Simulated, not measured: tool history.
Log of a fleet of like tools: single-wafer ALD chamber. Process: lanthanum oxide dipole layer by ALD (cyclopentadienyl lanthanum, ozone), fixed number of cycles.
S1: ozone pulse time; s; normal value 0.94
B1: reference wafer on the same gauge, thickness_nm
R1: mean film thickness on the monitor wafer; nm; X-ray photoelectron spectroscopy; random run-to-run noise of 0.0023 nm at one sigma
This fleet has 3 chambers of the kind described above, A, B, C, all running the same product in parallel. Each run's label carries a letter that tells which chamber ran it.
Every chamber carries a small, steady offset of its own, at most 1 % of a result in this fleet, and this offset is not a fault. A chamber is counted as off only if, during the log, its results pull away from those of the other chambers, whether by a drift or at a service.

run	hour	S1	B1	R1
1C	6.4	0.94	0.44098	0.49067
2B	14.7	0.94	0.44138	0.49057
3A	19.8	0.94	0.44095	0.48474
4A	25.8	0.94	0.44082	0.48709
5C	32.5	0.94	0.44102	0.48641
6B	41.2	0.94	0.44130	0.48076
7A	47.3	1.26	0.44088	0.53114
8C	52.5	1.26	0.44073	0.53228
9B	62.5	1.26	0.44109	0.52503
10A	70.5	0.94	0.44146	0.48897
11B	76.7	0.72	0.44097	0.42703
12C	81.5	0.72	0.44025	0.44378
13B	85.9	0.72	0.44123	0.42387
14C	95.6	0.94	0.44092	0.48764
15A	105.2	0.94	0.44099	0.48455
16A	110.0	0.94	0.44086	0.48435
17B	117.3	0.94	0.44072	0.47029
18C	124.2	1.25	0.44075	0.53069
19A	130.7	1.25	0.44079	0.52257
20C	139.8	1.25	0.44129	0.53077
21B	146.6	0.94	0.44124	0.46337
22B	153.7	0.94	0.44103	0.46084
23C	162.1	0.94	0.44088	0.48994
24A	170.0	0.94	0.44103	0.48718

Each of the 3 chambers runs these same settings next. Fill in every chamber's results:
25A	177.2	0.94		?
25B	177.2	0.94		?
25C	177.2	0.94		?

run	R1
25A	0.48477
25B	0.45867
25C	0.49172
